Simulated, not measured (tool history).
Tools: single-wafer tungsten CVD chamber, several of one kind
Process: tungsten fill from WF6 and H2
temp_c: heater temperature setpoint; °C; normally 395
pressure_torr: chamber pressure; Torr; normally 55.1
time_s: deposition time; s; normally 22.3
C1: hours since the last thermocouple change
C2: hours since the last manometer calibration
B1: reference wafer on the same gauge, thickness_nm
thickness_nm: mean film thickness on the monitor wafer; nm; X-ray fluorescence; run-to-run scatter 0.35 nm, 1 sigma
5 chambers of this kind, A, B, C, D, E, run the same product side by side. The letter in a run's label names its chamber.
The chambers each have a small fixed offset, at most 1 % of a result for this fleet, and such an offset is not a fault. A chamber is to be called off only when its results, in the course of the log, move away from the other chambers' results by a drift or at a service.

run 1E hour=7.5 | temp_c=395 pressure_torr=55.1 time_s=22.3 | C1=13.9 C2=688.3 | B1=68.385 | thickness_nm=78.207
run 2C hour=13.3 | temp_c=395 pressure_torr=55.1 time_s=22.3 | C1=980.9 C2=42.9 | B1=68.486 | thickness_nm=77.435
run 3D hour=19.6 | temp_c=395 pressure_torr=55.1 time_s=22.3 | C1=1080.1 C2=416.1 | B1=68.473 | thickness_nm=77.642
run 4A hour=23.9 | temp_c=395 pressure_torr=55.1 time_s=22.3 | C1=1569.6 C2=976.3 | B1=68.492 | thickness_nm=78.521
run 5B hour=29.3 | temp_c=395 pressure_torr=55.1 time_s=22.3 | C1=2472.6 C2=98.3 | B1=68.364 | thickness_nm=77.591
run 6C hour=36.7 | temp_c=395 pressure_torr=55.1 time_s=22.3 | C1=1004.3 C2=66.3 | B1=68.458 | thickness_nm=77.833
run 7B hour=44.5 | temp_c=395 pressure_torr=55.1 time_s=22.3 | C1=2487.8 C2=113.5 | B1=68.447 | thickness_nm=77.772
run 8E hour=50.7 | temp_c=402 pressure_torr=55.1 time_s=22.3 | C1=57.1 C2=731.5 | B1=68.328 | thickness_nm=89.571
-- hour=51.9 chamber A: thermocouple changed; heater temperature recalibrated
run 9A hour=57.4 | temp_c=402 pressure_torr=55.1 time_s=22.3 | C1=5.6 C2=1009.8 | B1=68.373 | thickness_nm=88.934
run 10D hour=61.5 | temp_c=402 pressure_torr=55.1 time_s=22.3 | C1=1122.0 C2=458.0 | B1=68.413 | thickness_nm=88.238
run 11C hour=69.5 | temp_c=402 pressure_torr=55.1 time_s=22.3 | C1=1037.1 C2=99.1 | B1=68.408 | thickness_nm=88.121
run 12A hour=76.5 | temp_c=402 pressure_torr=55.1 time_s=22.3 | C1=24.7 C2=1028.9 | B1=68.366 | thickness_nm=88.548
run 13E hour=81.2 | temp_c=395 pressure_torr=55.1 time_s=22.3 | C1=87.6 C2=762.0 | B1=68.431 | thickness_nm=78.217
run 14D hour=85.1 | temp_c=395 pressure_torr=55.1 time_s=22.3 | C1=1145.6 C2=481.6 | B1=68.373 | thickness_nm=77.950
run 15B hour=91.8 | temp_c=395 pressure_torr=55.1 time_s=22.3 | C1=2535.1 C2=160.8 | B1=68.453 | thickness_nm=78.105
run 16E hour=96.3 | temp_c=395 pressure_torr=55.1 time_s=22.3 | C1=102.7 C2=777.1 | B1=68.353 | thickness_nm=78.269
run 17D hour=104.0 | temp_c=395 pressure_torr=55.1 time_s=22.3 | C1=1164.5 C2=500.5 | B1=68.445 | thickness_nm=78.061
-- hour=107.6 chamber B: thermocouple changed; heater temperature recalibrated
run 18B hour=111.7 | temp_c=395 pressure_torr=55.1 time_s=22.3 | C1=4.1 C2=180.7 | B1=68.348 | thickness_nm=79.981
run 19C hour=116.7 | temp_c=395 pressure_torr=55.1 time_s=22.3 | C1=1084.3 C2=146.3 | B1=68.446 | thickness_nm=78.360
run 20A hour=122.2 | temp_c=395 pressure_torr=55.1 time_s=22.3 | C1=70.4 C2=1074.6 | B1=68.425 | thickness_nm=78.816
run 21D hour=129.8 | temp_c=395 pressure_torr=55.1 time_s=22.3 | C1=1190.3 C2=526.3 | B1=68.452 | thickness_nm=77.778
run 22C hour=135.0 | temp_c=395 pressure_torr=55.1 time_s=22.3 | C1=1102.6 C2=164.6 | B1=68.451 | thickness_nm=77.753
run 23A hour=139.4 | temp_c=395 pressure_torr=55.1 time_s=22.3 | C1=87.6 C2=1091.8 | B1=68.370 | thickness_nm=78.336
run 24E hour=147.5 | temp_c=395 pressure_torr=55.1 time_s=22.3 | C1=153.9 C2=828.3 | B1=68.318 | thickness_nm=78.626
run 25B hour=152.0 | temp_c=395 pressure_torr=55.1 time_s=22.3 | C1=44.4 C2=221.0 | B1=68.425 | thickness_nm=80.231
run 26B hour=159.2 | temp_c=395 pressure_torr=55.1 time_s=22.3 | C1=51.6 C2=228.2 | B1=68.399 | thickness_nm=80.219
run 27E hour=162.8 | temp_c=395 pressure_torr=55.1 time_s=22.3 | C1=169.2 C2=843.6 | B1=68.488 | thickness_nm=78.711
run 28C hour=168.8 | temp_c=395 pressure_torr=55.1 time_s=22.3 | C1=1136.4 C2=198.4 | B1=68.408 | thickness_nm=77.779
run 29A hour=175.6 | temp_c=395 pressure_torr=55.1 time_s=22.3 | C1=123.8 C2=1128.0 | B1=68.355 | thickness_nm=78.061
run 30D hour=183.8 | temp_c=395 pressure_torr=55.1 time_s=22.3 | C1=1244.3 C2=580.3 | B1=68.358 | thickness_nm=78.095
run 31E hour=191.3 | temp_c=395 pressure_torr=55.1 time_s=22.3 | C1=197.7 C2=872.1 | B1=68.365 | thickness_nm=78.265
run 32A hour=196.2 | temp_c=395 pressure_torr=55.1 time_s=22.3 | C1=144.4 C2=1148.6 | B1=68.429 | thickness_nm=78.518
run 33D hour=204.6 | temp_c=395 pressure_torr=55.1 time_s=22.3 | C1=1265.1 C2=601.1 | B1=68.334 | thickness_nm=77.180

All 5 chambers run these settings next. Forecast each chamber's results:
run 34A hour=210.6 | temp_c=395 pressure_torr=55.1 time_s=22.3 | thickness_nm=?
run 34B hour=210.6 | temp_c=395 pressure_torr=55.1 time_s=22.3 | thickness_nm=?
run 34C hour=210.6 | temp_c=395 pressure_torr=55.1 time_s=22.3 | thickness_nm=?
run 34D hour=210.6 | temp_c=395 pressure_torr=55.1 time_s=22.3 | thickness_nm=?
run 34E hour=210.6 | temp_c=395 pressure_torr=55.1 time_s=22.3 | thickness_nm=?

run=34A thickness_nm=78.188
run=34B thickness_nm=81.020
run=34C thickness_nm=78.186
run=34D thickness_nm=77.670
run=34E thickness_nm=78.313

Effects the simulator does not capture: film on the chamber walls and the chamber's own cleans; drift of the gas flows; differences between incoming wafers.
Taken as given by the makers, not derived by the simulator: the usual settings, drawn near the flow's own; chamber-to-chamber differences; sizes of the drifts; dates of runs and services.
